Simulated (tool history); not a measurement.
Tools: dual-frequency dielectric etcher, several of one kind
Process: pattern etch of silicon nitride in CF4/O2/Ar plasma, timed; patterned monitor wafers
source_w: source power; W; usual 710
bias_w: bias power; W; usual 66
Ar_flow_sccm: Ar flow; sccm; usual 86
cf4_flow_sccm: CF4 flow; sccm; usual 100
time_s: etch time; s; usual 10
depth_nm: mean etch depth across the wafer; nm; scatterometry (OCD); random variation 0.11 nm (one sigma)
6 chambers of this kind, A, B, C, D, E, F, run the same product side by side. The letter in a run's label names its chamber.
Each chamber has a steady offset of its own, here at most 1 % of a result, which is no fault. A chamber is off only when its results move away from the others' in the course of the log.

run,hour,source_w,bias_w,Ar_flow_sccm,cf4_flow_sccm,time_s,"read-back reference wafer on the same gauge, depth_nm",depth_nm
1F,15.5,710,66,86,100,10,28.186,28.872
# hour 22.4: chamber D: wet clean of the chamber
2A,26.7,710,66,86,100,10,28.169,28.784
3D,38.2,710,66,86,100,10,28.186,29.200
4B,48.4,710,66,86,100,10,28.197,28.828
5C,58.5,710,66,107,100,10,28.200,28.589
6E,72.2,710,66,107,100,10,28.220,28.566
7D,87.1,710,66,107,100,10,28.227,28.582
8C,101.9,710,66,107,100,10,28.190,28.593
9A,110.3,710,66,107,100,10,28.202,28.143
10E,122.4,710,66,107,100,10,28.196,28.761
11B,130.8,710,66,86,100,10,28.202,28.998
# hour 132.4: chamber B: bias power generator calibrated
12F,141.1,710,66,86,100,10,28.231,28.909
13D,152.1,710,66,86,100,10,28.186,29.199
# hour 161.1: chamber F: bias power generator calibrated
14A,164.6,710,66,86,100,10,28.213,28.816
15F,172.5,710,66,86,100,10,28.197,28.800
16E,180.8,710,66,86,100,10,28.186,29.282
17C,194.3,710,66,86,100,10,28.204,29.192
18B,208.8,710,72,86,100,10,28.176,29.850
# hour 213.4: chamber C: CF4 flow controller replaced
19B,222.9,710,72,86,100,10,28.238,29.817
20E,232.1,710,72,86,100,10,28.190,30.611
# hour 236.4: chamber A: wet clean of the chamber
21C,246.6,710,72,86,100,10,28.182,30.375
# hour 257.7: chamber B: wet clean of the chamber
22F,260.2,710,72,86,100,10,28.220,29.916
23A,267.8,710,72,86,100,10,28.215,29.911
24D,276.8,710,66,86,100,10,28.215,29.156
25D,290.7,820,66,86,108,10,28.185,33.434
26E,297.6,820,66,86,108,10,28.232,33.675
# hour 302.0: chamber E: wet clean of the chamber
27B,312.4,820,66,86,108,10,28.217,34.396
# hour 321.6: chamber F: wet clean of the chamber
28F,322.1,820,66,86,108,10,28.163,32.983
29A,336.1,820,66,86,108,10,28.216,33.029
30C,350.9,820,66,86,108,10,28.202,33.670
31C,360.8,710,66,86,100,10,28.197,29.195
32D,374.1,710,66,79,76,10,28.201,28.515
33E,386.8,710,66,79,76,10,28.217,28.853
34F,401.1,710,66,79,76,10,28.180,28.344
35B,416.0,710,66,79,76,10,28.206,29.215
36A,423.1,710,66,79,76,10,28.198,28.071
37C,433.3,710,66,79,76,10,28.229,28.547
38B,445.2,710,66,86,100,10,28.230,29.673
39A,459.0,710,66,86,100,10,28.216,28.904
40D,472.6,710,66,86,100,10,28.190,29.107

What goes on in this fleet: one chamber off, a drifting gauge, or nothing beyond the chambers' own small offsets? Name the chamber and the cause, if any.

A service left chamber B off against the others.
Cause: etch rate over this chamber's usual, % = 3.23.

Here are 4 candidates for chamber B's next run, each the usual settings with a change, their results left as question marks. Which one brings its results back in line with what the others give on the usual settings?
In line means no further than this from the other chambers' mean on the usual settings: depth_nm 0.380 nm
41B-1,483.7,710,58,86,100,10.0,,?
41B-2,483.7,710,66,69,100,10.0,,?
41B-3,483.7,700,65,86,100,10.0,,?
41B-4,483.7,710,66,86,100,10.5,,?

The other chambers' mean on the usual settings: depth_nm 29.110 nm
run,depth_nm
41B-1,28.376
41B-2,30.437
41B-3,29.219
41B-4,31.243
41B-3 brings the chamber back in line.
